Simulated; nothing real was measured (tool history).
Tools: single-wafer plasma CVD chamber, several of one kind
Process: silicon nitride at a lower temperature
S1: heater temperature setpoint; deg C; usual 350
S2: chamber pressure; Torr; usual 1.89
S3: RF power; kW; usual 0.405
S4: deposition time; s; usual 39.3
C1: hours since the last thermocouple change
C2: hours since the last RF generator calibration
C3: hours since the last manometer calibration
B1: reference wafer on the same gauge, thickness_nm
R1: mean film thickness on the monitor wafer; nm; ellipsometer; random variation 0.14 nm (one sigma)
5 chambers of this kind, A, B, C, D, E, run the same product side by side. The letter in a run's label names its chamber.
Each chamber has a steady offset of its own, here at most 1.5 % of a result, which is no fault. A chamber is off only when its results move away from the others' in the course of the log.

| run | hour | S1 | S2 | S3 | S4 | C1 | C2 | C3 | B1 | R1 |
|---|---|---|---|---|---|---|---|---|---|---|
| 1C | 8.1 | 350 | 1.89 | 0.405 | 39.3 | 377.1 | 1203.1 | 153.4 | 52.194 | 59.077 |
|  | 12.3 | chamber E: RF generator calibrated |
| 2E | 12.4 | 350 | 1.89 | 0.405 | 39.3 | 1977.8 | 0.1 | 977.8 | 52.236 | 59.402 |
| 3D | 17.4 | 350 | 1.89 | 0.405 | 39.3 | 1389.5 | 1354.9 | 99.3 | 52.194 | 58.281 |
| 4B | 23.1 | 350 | 1.89 | 0.405 | 39.3 | 2259.2 | 1166.1 | 2933.4 | 52.172 | 58.097 |
| 5A | 28.1 | 350 | 1.89 | 0.360 | 44.6 | 3147.7 | 390.3 | 1036.8 | 52.199 | 62.577 |
| 6A | 34.4 | 350 | 1.89 | 0.360 | 44.6 | 3154.0 | 396.6 | 1043.1 | 52.209 | 62.298 |
| 7B | 42.8 | 350 | 1.89 | 0.360 | 44.6 | 2278.9 | 1185.8 | 2953.1 | 52.205 | 61.448 |
|  | 44.3 | chamber A: thermocouple changed; heater temperature recalibrated |
| 8D | 51.0 | 350 | 1.89 | 0.360 | 44.6 | 1423.1 | 1388.5 | 132.9 | 52.190 | 61.530 |
| 9E | 59.4 | 350 | 1.89 | 0.360 | 44.6 | 2024.8 | 47.1 | 1024.8 | 52.193 | 62.376 |
| 10C | 64.2 | 350 | 1.89 | 0.405 | 39.3 | 433.2 | 1259.2 | 209.5 | 52.216 | 58.964 |
| 11D | 68.3 | 350 | 1.89 | 0.405 | 39.3 | 1440.4 | 1405.8 | 150.2 | 52.189 | 58.278 |
| 12C | 74.0 | 339 | 2.31 | 0.405 | 39.3 | 443.0 | 1269.0 | 219.3 | 52.175 | 62.469 |
| 13A | 79.6 | 339 | 2.31 | 0.405 | 39.3 | 35.4 | 441.8 | 1088.3 | 52.232 | 62.404 |
| 14B | 83.4 | 339 | 2.31 | 0.405 | 39.3 | 2319.5 | 1226.4 | 2993.7 | 52.188 | 61.476 |
| 15E | 87.5 | 339 | 2.31 | 0.405 | 39.3 | 2052.9 | 75.2 | 1052.9 | 52.180 | 62.412 |
| 16D | 92.4 | 339 | 2.31 | 0.405 | 39.3 | 1464.5 | 1429.9 | 174.3 | 52.231 | 61.596 |
| 17E | 98.4 | 350 | 1.89 | 0.405 | 39.3 | 2063.8 | 86.1 | 1063.8 | 52.232 | 59.101 |
| 18C | 103.2 | 350 | 1.89 | 0.405 | 39.3 | 472.2 | 1298.2 | 248.5 | 52.223 | 59.143 |
| 19B | 109.1 | 350 | 1.89 | 0.405 | 39.3 | 2345.2 | 1252.1 | 3019.4 | 52.232 | 58.122 |
| 20A | 112.9 | 350 | 1.89 | 0.405 | 39.3 | 68.7 | 475.1 | 1121.6 | 52.193 | 59.116 |
| 21E | 118.7 | 350 | 1.89 | 0.405 | 39.3 | 2084.1 | 106.4 | 1084.1 | 52.230 | 59.218 |
| 22A | 125.4 | 350 | 1.89 | 0.405 | 39.3 | 81.2 | 487.6 | 1134.1 | 52.197 | 59.181 |
| 23C | 132.7 | 350 | 1.89 | 0.405 | 39.3 | 501.7 | 1327.7 | 278.0 | 52.194 | 59.142 |
| 24D | 138.6 | 350 | 1.89 | 0.405 | 39.3 | 1510.7 | 1476.1 | 220.5 | 52.204 | 58.001 |
| 25B | 144.4 | 350 | 1.89 | 0.405 | 39.3 | 2380.5 | 1287.4 | 3054.7 | 52.172 | 57.915 |
| 26C | 150.7 | 350 | 1.89 | 0.405 | 39.3 | 519.7 | 1345.7 | 296.0 | 52.174 | 59.067 |
| 27D | 158.2 | 350 | 1.89 | 0.450 | 39.3 | 1530.3 | 1495.7 | 240.1 | 52.216 | 61.986 |
| 28B | 162.6 | 350 | 1.89 | 0.450 | 39.3 | 2398.7 | 1305.6 | 3072.9 | 52.228 | 61.376 |
|  | 167.6 | chamber B: thermocouple changed; heater temperature recalibrated |
| 29A | 169.9 | 350 | 1.89 | 0.450 | 39.3 | 125.7 | 532.1 | 1178.6 | 52.188 | 62.965 |
| 30E | 176.2 | 350 | 1.89 | 0.450 | 39.3 | 2141.6 | 163.9 | 1141.6 | 52.203 | 63.024 |
| 31C | 185.0 | 350 | 1.89 | 0.450 | 39.3 | 554.0 | 1380.0 | 330.3 | 52.189 | 62.969 |
| 32E | 190.0 | 350 | 1.89 | 0.405 | 39.3 | 2155.4 | 177.7 | 1155.4 | 52.195 | 59.329 |
| 33B | 195.9 | 350 | 1.89 | 0.405 | 39.3 | 28.4 | 1338.9 | 3106.2 | 52.213 | 57.188 |
| 34A | 204.2 | 350 | 1.89 | 0.405 | 39.3 | 160.0 | 566.4 | 1212.9 | 52.184 | 58.944 |
| 35D | 209.9 | 350 | 1.89 | 0.405 | 39.3 | 1582.0 | 1547.4 | 291.8 | 52.205 | 58.109 |
| 36C | 218.6 | 355 | 2.22 | 0.405 | 39.3 | 587.6 | 1413.6 | 363.9 | 52.174 | 61.319 |
| 37A | 225.2 | 355 | 2.22 | 0.405 | 39.3 | 181.0 | 587.4 | 1233.9 | 52.212 | 61.247 |
| 38E | 231.0 | 355 | 2.22 | 0.405 | 39.3 | 2196.4 | 218.7 | 1196.4 | 52.213 | 61.561 |

Next, every chamber runs the same settings. What will each give?
| 39A | 237.2 | 350 | 1.89 | 0.405 | 39.3 |  |  |  |  | ? |
| 39B | 237.2 | 350 | 1.89 | 0.405 | 39.3 |  |  |  |  | ? |
| 39C | 237.2 | 350 | 1.89 | 0.405 | 39.3 |  |  |  |  | ? |
| 39D | 237.2 | 350 | 1.89 | 0.405 | 39.3 |  |  |  |  | ? |
| 39E | 237.2 | 350 | 1.89 | 0.405 | 39.3 |  |  |  |  | ? |

| run | R1 |
|---|---|
| 39A | 59.144 |
| 39B | 56.685 |
| 39C | 58.996 |
| 39D | 58.112 |
| 39E | 58.895 |
